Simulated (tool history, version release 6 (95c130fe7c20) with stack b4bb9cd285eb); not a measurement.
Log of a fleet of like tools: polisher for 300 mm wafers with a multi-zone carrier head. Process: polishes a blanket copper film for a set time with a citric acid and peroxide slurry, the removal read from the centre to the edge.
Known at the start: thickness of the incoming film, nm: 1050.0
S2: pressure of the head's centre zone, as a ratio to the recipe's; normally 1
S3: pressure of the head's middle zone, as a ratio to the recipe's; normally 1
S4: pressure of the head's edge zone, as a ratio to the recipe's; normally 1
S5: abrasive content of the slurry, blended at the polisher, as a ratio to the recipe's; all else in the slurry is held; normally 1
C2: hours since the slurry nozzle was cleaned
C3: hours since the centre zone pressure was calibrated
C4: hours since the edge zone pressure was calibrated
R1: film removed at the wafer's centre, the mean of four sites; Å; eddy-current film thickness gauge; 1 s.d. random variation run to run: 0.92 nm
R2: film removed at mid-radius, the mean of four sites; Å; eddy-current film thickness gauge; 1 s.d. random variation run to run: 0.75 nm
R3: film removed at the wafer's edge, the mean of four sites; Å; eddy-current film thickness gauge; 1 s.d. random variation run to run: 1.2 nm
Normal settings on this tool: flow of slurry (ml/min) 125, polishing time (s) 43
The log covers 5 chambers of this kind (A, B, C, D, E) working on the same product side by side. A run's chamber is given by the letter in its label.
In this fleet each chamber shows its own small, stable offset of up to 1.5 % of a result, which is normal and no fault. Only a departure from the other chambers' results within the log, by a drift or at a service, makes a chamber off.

{"day": 0.2, "done": "chamber E: edge zone pressure recalibrated"}
{"run": "1B", "day": 0.221, "flow of slurry (ml/min)": 125, "S2": 1, "S3": 1, "S4": 1, "S5": 1, "polishing time (s)": 43, "wafers polished on this pad": 312, "C2": 48.9, "C3": 890.7, "C4": 181.7, "R1": 807.16, "R2": 804.63, "R3": 831.36}
{"day": 0.296, "done": "chamber D: worn pad replaced by a new one"}
{"run": "2D", "day": 0.479, "flow of slurry (ml/min)": 125, "S2": 1, "S3": 1, "S4": 1, "S5": 1, "polishing time (s)": 43, "wafers polished on this pad": 51, "C2": 223.3, "C3": 578.9, "C4": 409.6, "R1": 808.07, "R2": 801.54, "R3": 806.09}
{"run": "3C", "day": 0.638, "flow of slurry (ml/min)": 125, "S2": 1, "S3": 1, "S4": 1, "S5": 1, "polishing time (s)": 43, "wafers polished on this pad": 325, "C2": 251.1, "C3": 991.5, "C4": 182.2, "R1": 806.51, "R2": 801.38, "R3": 799.92}
{"run": "4A", "day": 0.821, "flow of slurry (ml/min)": 125, "S2": 1, "S3": 1, "S4": 1, "S5": 1, "polishing time (s)": 43, "wafers polished on this pad": 241, "C2": 202, "C3": 148.2, "C4": 412.6, "R1": 794.59, "R2": 805.15, "R3": 809.1}
{"run": "5E", "day": 0.988, "flow of slurry (ml/min)": 125, "S2": 1, "S3": 1, "S4": 1, "S5": 1, "polishing time (s)": 43, "wafers polished on this pad": 826, "C2": 416.7, "C3": 602.4, "C4": 18.9, "R1": 801.64, "R2": 798.12, "R3": 776.64}
{"run": "6D", "day": 1.258, "flow of slurry (ml/min)": 125, "S2": 1, "S3": 1, "S4": 1, "S5": 1, "polishing time (s)": 43, "wafers polished on this pad": 267, "C2": 242, "C3": 597.6, "C4": 428.3, "R1": 813.5, "R2": 808.33, "R3": 806.23}
{"run": "7A", "day": 1.517, "flow of slurry (ml/min)": 125, "S2": 1, "S3": 1, "S4": 1, "S5": 1, "polishing time (s)": 43, "wafers polished on this pad": 434, "C2": 218.7, "C3": 164.9, "C4": 429.3, "R1": 809.17, "R2": 800.57, "R3": 828.52}
{"day": 1.792, "done": "chamber B: worn pad replaced by a new one"}
{"run": "8B", "day": 1.842, "flow of slurry (ml/min)": 125, "S2": 1, "S3": 1, "S4": 1, "S5": 1, "polishing time (s)": 43, "wafers polished on this pad": 14, "C2": 87.8, "C3": 929.6, "C4": 220.6, "R1": 817.67, "R2": 819.46, "R3": 811.54}
{"run": "9E", "day": 2.079, "flow of slurry (ml/min)": 125, "S2": 1, "S3": 1, "S4": 1, "S5": 1, "polishing time (s)": 43, "wafers polished on this pad": 1128, "C2": 442.9, "C3": 628.6, "C4": 45.1, "R1": 805.12, "R2": 794.57, "R3": 797.27}
{"day": 2.108, "done": "chamber C: slurry nozzle cleaned"}
{"day": 2.167, "done": "chamber B: centre zone pressure recalibrated"}
{"run": "10C", "day": 2.262, "flow of slurry (ml/min)": 125, "S2": 1, "S3": 1, "S4": 1, "S5": 1, "polishing time (s)": 43, "wafers polished on this pad": 775, "C2": 3.7, "C3": 1030.5, "C4": 221.2, "R1": 805.22, "R2": 823.49, "R3": 803.59}
{"day": 2.35, "done": "chamber D: worn pad replaced by a new one"}
{"run": "11B", "day": 2.546, "flow of slurry (ml/min)": 125, "S2": 1, "S3": 1, "S4": 1, "S5": 1, "polishing time (s)": 43, "wafers polished on this pad": 209, "C2": 104.7, "C3": 9.1, "C4": 237.5, "R1": 802.7, "R2": 813.55, "R3": 801.54}
{"day": 2.617, "done": "chamber C: worn pad replaced by a new one"}
{"run": "12C", "day": 2.8, "flow of slurry (ml/min)": 125, "S2": 1, "S3": 1, "S4": 1, "S5": 1, "polishing time (s)": 43, "wafers polished on this pad": 51, "C2": 16.6, "C3": 1043.4, "C4": 234.1, "R1": 806.33, "R2": 825.67, "R3": 815.45}
{"run": "13D", "day": 3.154, "flow of slurry (ml/min)": 125, "S2": 1, "S3": 1, "S4": 1, "S5": 1, "polishing time (s)": 43, "wafers polished on this pad": 222, "C2": 287.5, "C3": 643.1, "C4": 473.8, "R1": 823.26, "R2": 796.87, "R3": 810.99}
{"day": 3.171, "done": "chamber E: worn pad replaced by a new one"}
{"run": "14E", "day": 3.338, "flow of slurry (ml/min)": 125, "S2": 1, "S3": 1, "S4": 1, "S5": 1, "polishing time (s)": 43, "wafers polished on this pad": 46, "C2": 473.1, "C3": 658.8, "C4": 75.3, "R1": 789.48, "R2": 797.88, "R3": 781.96}
{"run": "15A", "day": 3.525, "flow of slurry (ml/min)": 125, "S2": 1, "S3": 1, "S4": 1, "S5": 1, "polishing time (s)": 43, "wafers polished on this pad": 989, "C2": 266.9, "C3": 213.1, "C4": 477.5, "R1": 791.42, "R2": 804.88, "R3": 819.77}
{"day": 3.758, "done": "chamber A: worn pad replaced by a new one"}
{"run": "16D", "day": 3.829, "flow of slurry (ml/min)": 125, "S2": 1, "S3": 1, "S4": 1, "S5": 1, "polishing time (s)": 43, "wafers polished on this pad": 409, "C2": 303.7, "C3": 659.3, "C4": 490, "R1": 814.62, "R2": 807.33, "R3": 794.94}
{"run": "17B", "day": 4.171, "flow of slurry (ml/min)": 125, "S2": 1, "S3": 1, "S4": 1, "S5": 1, "polishing time (s)": 43, "wafers polished on this pad": 658, "C2": 143.7, "C3": 48.1, "C4": 276.5, "R1": 827.51, "R2": 812.94, "R3": 806.14}
{"day": 4.358, "done": "chamber E: slurry nozzle cleaned"}
{"run": "18C", "day": 4.383, "flow of slurry (ml/min)": 125, "S2": 1, "S3": 1, "S4": 1, "S5": 1, "polishing time (s)": 43, "wafers polished on this pad": 489, "C2": 54.6, "C3": 1081.4, "C4": 272.1, "R1": 804.59, "R2": 806.75, "R3": 807.31}
{"day": 4.458, "done": "chamber D: worn pad replaced by a new one"}
{"day": 4.488, "done": "chamber B: worn pad replaced by a new one"}
{"run": "19E", "day": 4.617, "flow of slurry (ml/min)": 125, "S2": 1, "S3": 1, "S4": 1, "S5": 1, "polishing time (s)": 43, "wafers polished on this pad": 400, "C2": 6.2, "C3": 689.5, "C4": 106, "R1": 812.78, "R2": 801.88, "R3": 796.15}
{"run": "20A", "day": 4.954, "flow of slurry (ml/min)": 125, "S2": 1, "S3": 1, "S4": 1, "S5": 1, "polishing time (s)": 32, "wafers polished on this pad": 330, "C2": 301.2, "C3": 247.4, "C4": 511.8, "R1": 598.34, "R2": 603.57, "R3": 607.34}
{"day": 5.092, "done": "chamber A: slurry nozzle cleaned"}
{"run": "21C", "day": 5.129, "flow of slurry (ml/min)": 125, "S2": 1, "S3": 1, "S4": 1, "S5": 1, "polishing time (s)": 32, "wafers polished on this pad": 695, "C2": 72.5, "C3": 1099.3, "C4": 290, "R1": 596.71, "R2": 609.67, "R3": 595.69}
{"run": "22A", "day": 5.479, "flow of slurry (ml/min)": 125, "S2": 1, "S3": 1, "S4": 1, "S5": 1, "polishing time (s)": 32, "wafers polished on this pad": 476, "C2": 9.4, "C3": 260, "C4": 524.4, "R1": 603.57, "R2": 592.66, "R3": 606.2}
{"run": "23B", "day": 5.688, "flow of slurry (ml/min)": 125, "S2": 1, "S3": 1, "S4": 1, "S5": 1, "polishing time (s)": 32, "wafers polished on this pad": 333, "C2": 180.1, "C3": 84.5, "C4": 312.9, "R1": 612.67, "R2": 595.99, "R3": 594.7}
{"day": 5.929, "done": "chamber C: worn pad replaced by a new one"}
{"run": "24E", "day": 5.929, "flow of slurry (ml/min)": 125, "S2": 1, "S3": 1, "S4": 1, "S5": 1, "polishing time (s)": 32, "wafers polished on this pad": 763, "C2": 37.7, "C3": 721, "C4": 137.5, "R1": 587.73, "R2": 595.07, "R3": 589.97}
{"run": "25D", "day": 6.225, "flow of slurry (ml/min)": 125, "S2": 1.06, "S3": 1, "S4": 1, "S5": 1.25, "polishing time (s)": 43, "wafers polished on this pad": 488, "C2": 361.2, "C3": 716.8, "C4": 547.5, "R1": 907.58, "R2": 844.35, "R3": 836.37}
{"day": 6.396, "done": "chamber D: worn pad replaced by a new one"}
{"run": "26A", "day": 6.512, "flow of slurry (ml/min)": 125, "S2": 1.06, "S3": 1, "S4": 1, "S5": 1.25, "polishing time (s)": 43, "wafers polished on this pad": 762, "C2": 34.2, "C3": 284.8, "C4": 549.2, "R1": 905.44, "R2": 850.04, "R3": 871.75}
{"day": 6.846, "done": "chamber B: worn pad replaced by a new one"}
{"run": "27D", "day": 6.867, "flow of slurry (ml/min)": 125, "S2": 1.06, "S3": 1, "S4": 1, "S5": 1.25, "polishing time (s)": 43, "wafers polished on this pad": 130, "C2": 376.6, "C3": 732.2, "C4": 562.9, "R1": 892.85, "R2": 838.67, "R3": 852.4}
{"run": "28C", "day": 7.029, "flow of slurry (ml/min)": 125, "S2": 1.06, "S3": 1, "S4": 1, "S5": 1.25, "polishing time (s)": 43, "wafers polished on this pad": 304, "C2": 118.1, "C3": 1144.9, "C4": 335.6, "R1": 883.76, "R2": 857.98, "R3": 838.16}
{"day": 7.125, "done": "chamber A: worn pad replaced by a new one"}
{"run": "29E", "day": 7.288, "flow of slurry (ml/min)": 125, "S2": 1.06, "S3": 1, "S4": 1, "S5": 1.25, "polishing time (s)": 43, "wafers polished on this pad": 1139, "C2": 70.3, "C3": 753.6, "C4": 170.1, "R1": 897.43, "R2": 838, "R3": 851.04}
{"run": "30B", "day": 7.512, "flow of slurry (ml/min)": 125, "S2": 1, "S3": 1, "S4": 1, "S5": 1, "polishing time (s)": 43, "wafers polished on this pad": 184, "C2": 223.9, "C3": 128.3, "C4": 356.7, "R1": 813.91, "R2": 802.26, "R3": 824.65}
{"run": "31E", "day": 7.725, "flow of slurry (ml/min)": 125, "S2": 1, "S3": 1, "S4": 1, "S5": 1, "polishing time (s)": 43, "wafers polished on this pad": 1260, "C2": 80.8, "C3": 764.1, "C4": 180.6, "R1": 804.41, "R2": 795.05, "R3": 789.45}
{"run": "32B", "day": 8.0, "flow of slurry (ml/min)": 125, "S2": 1, "S3": 1, "S4": 1, "S5": 1, "polishing time (s)": 43, "wafers polished on this pad": 319, "C2": 235.6, "C3": 140, "C4": 368.4, "R1": 801.92, "R2": 793.83, "R3": 796.75}
{"day": 8.054, "done": "chamber C: centre zone pressure recalibrated"}
{"run": "33A", "day": 8.283, "flow of slurry (ml/min)": 125, "S2": 1, "S3": 1, "S4": 1, "S5": 1, "polishing time (s)": 43, "wafers polished on this pad": 321, "C2": 76.7, "C3": 327.3, "C4": 591.7, "R1": 801.15, "R2": 803.66, "R3": 798.2}
{"run": "34D", "day": 8.508, "flow of slurry (ml/min)": 125, "S2": 1, "S3": 1, "S4": 1, "S5": 1, "polishing time (s)": 43, "wafers polished on this pad": 584, "C2": 416, "C3": 771.6, "C4": 602.3, "R1": 794.52, "R2": 802.18, "R3": 808.16}
{"run": "35C", "day": 8.846, "flow of slurry (ml/min)": 125, "S2": 1, "S3": 1, "S4": 1, "S5": 1, "polishing time (s)": 30, "wafers polished on this pad": 807, "C2": 161.7, "C3": 19, "C4": 379.2, "R1": 556.05, "R2": 558.4, "R3": 562.29}
{"run": "36A", "day": 9.038, "flow of slurry (ml/min)": 125, "S2": 1, "S3": 1, "S4": 1, "S5": 1, "polishing time (s)": 30, "wafers polished on this pad": 529, "C2": 94.8, "C3": 345.4, "C4": 609.8, "R1": 557.5, "R2": 568.2, "R3": 551.04}
{"run": "37C", "day": 9.392, "flow of slurry (ml/min)": 125, "S2": 1, "S3": 1, "S4": 1, "S5": 1, "polishing time (s)": 30, "wafers polished on this pad": 958, "C2": 174.8, "C3": 32.1, "C4": 392.3, "R1": 551.8, "R2": 568.2, "R3": 558.67}

Next, all 5 chambers run the settings below, one line each with question marks for the results. What does each chamber give?
{"run": "38A", "day": 9.65, "flow of slurry (ml/min)": 125, "S2": 1, "S3": 1, "S4": 1, "S5": 1, "polishing time (s)": 43, "R1": "?", "R2": "?", "R3": "?"}
{"run": "38B", "day": 9.65, "flow of slurry (ml/min)": 125, "S2": 1, "S3": 1, "S4": 1, "S5": 1, "polishing time (s)": 43, "R1": "?", "R2": "?", "R3": "?"}
{"run": "38C", "day": 9.65, "flow of slurry (ml/min)": 125, "S2": 1, "S3": 1, "S4": 1, "S5": 1, "polishing time (s)": 43, "R1": "?", "R2": "?", "R3": "?"}
{"run": "38D", "day": 9.65, "flow of slurry (ml/min)": 125, "S2": 1, "S3": 1, "S4": 1, "S5": 1, "polishing time (s)": 43, "R1": "?", "R2": "?", "R3": "?"}
{"run": "38E", "day": 9.65, "flow of slurry (ml/min)": 125, "S2": 1, "S3": 1, "S4": 1, "S5": 1, "polishing time (s)": 43, "R1": "?", "R2": "?", "R3": "?"}

run=38A R1=776.38 R2=799.4 R3=833.71
run=38B R1=804.72 R2=804.89 R3=802.39
run=38C R1=796.78 R2=809.59 R3=810.64
run=38D R1=818.99 R2=822.25 R3=782.96
run=38E R1=791.96 R2=791.83 R3=800.09
